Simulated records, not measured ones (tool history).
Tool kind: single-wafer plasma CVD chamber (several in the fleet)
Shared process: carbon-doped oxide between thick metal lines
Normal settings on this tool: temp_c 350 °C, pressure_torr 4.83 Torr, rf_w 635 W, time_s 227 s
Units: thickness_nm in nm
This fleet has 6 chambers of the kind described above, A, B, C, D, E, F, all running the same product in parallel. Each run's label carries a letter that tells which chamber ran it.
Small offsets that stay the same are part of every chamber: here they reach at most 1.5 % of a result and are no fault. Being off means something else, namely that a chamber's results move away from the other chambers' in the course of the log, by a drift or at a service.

run	hour	temp_c	pressure_torr	rf_w	time_s	read-back reference wafer on the same gauge, thickness_nm	thickness_nm
1B	10.4	350	4.83	635	227	1230.1	1303.3
2C	16.1	350	4.83	635	227	1230.4	1301.1
3D	25.1	350	4.83	635	227	1229.7	1308.6
4F	31.0	350	4.83	635	227	1229.1	1305.2
5E	40.9	350	5.44	635	193	1229.9	1124.3
6A	47.3	350	5.44	635	193	1229.0	1144.5
7D	57.3	350	5.44	635	193	1230.2	1130.7
8B	64.2	350	5.44	635	193	1230.4	1125.1
9C	72.7	350	5.44	635	193	1230.2	1135.3
10E	77.6	350	5.44	635	193	1230.6	1113.5
11A	84.7	350	4.83	635	227	1229.7	1314.6
12F	94.8	350	4.83	635	227	1229.9	1310.5
13B	104.3	350	4.83	635	227	1230.3	1308.2
14A	113.8	350	4.83	635	227	1230.7	1311.1
15C	122.8	345	4.83	635	185	1229.0	1083.2
# hour 127.2: chamber F: thermocouple changed; heater temperature recalibrated
16E	132.8	345	4.83	635	185	1232.0	1076.2
17F	139.4	345	4.83	635	185	1231.2	1075.1
18D	147.1	345	4.83	635	185	1230.6	1088.6
19D	157.0	345	4.83	635	185	1229.5	1078.3
20B	164.9	345	4.83	635	185	1230.1	1074.5
21A	174.8	350	4.83	635	227	1229.6	1308.4
22C	181.8	350	4.83	635	227	1230.2	1301.0
23E	188.9	350	4.83	635	227	1230.2	1294.6
24F	198.0	350	4.83	635	227	1230.0	1316.4
25C	203.4	350	4.83	635	227	1230.4	1303.4
26B	212.0	350	4.83	635	227	1231.0	1306.9
27E	219.6	350	4.83	750	196	1230.5	1228.1
28A	230.0	350	4.83	750	196	1230.0	1253.2
29D	240.1	350	4.83	750	196	1230.5	1217.1
30F	248.1	350	4.83	750	196	1229.5	1251.0
31B	255.4	350	4.83	750	196	1229.4	1238.1
32C	263.4	350	4.83	750	196	1231.4	1237.2
# hour 266.5: chamber C: RF generator calibrated
33A	268.5	350	4.83	635	227	1229.7	1312.5
34F	274.5	350	4.83	635	227	1230.4	1313.4
35D	280.1	350	4.83	635	227	1230.3	1265.0
36E	288.5	350	4.83	635	227	1230.5	1287.2
37F	295.4	350	4.83	635	259	1230.9	1477.7
38C	300.7	350	4.83	635	259	1228.3	1501.7
39E	306.7	350	4.83	635	259	1230.3	1466.5

Next, every chamber runs the same settings. What will each give?
40A	314.2	350	5.88	635	227		?
40B	314.2	350	5.88	635	227		?
40C	314.2	350	5.88	635	227		?
40D	314.2	350	5.88	635	227		?
40E	314.2	350	5.88	635	227		?
40F	314.2	350	5.88	635	227		?

run	thickness_nm
40A	1346.0
40B	1341.9
40C	1341.3
40D	1276.6
40E	1333.8
40F	1343.4

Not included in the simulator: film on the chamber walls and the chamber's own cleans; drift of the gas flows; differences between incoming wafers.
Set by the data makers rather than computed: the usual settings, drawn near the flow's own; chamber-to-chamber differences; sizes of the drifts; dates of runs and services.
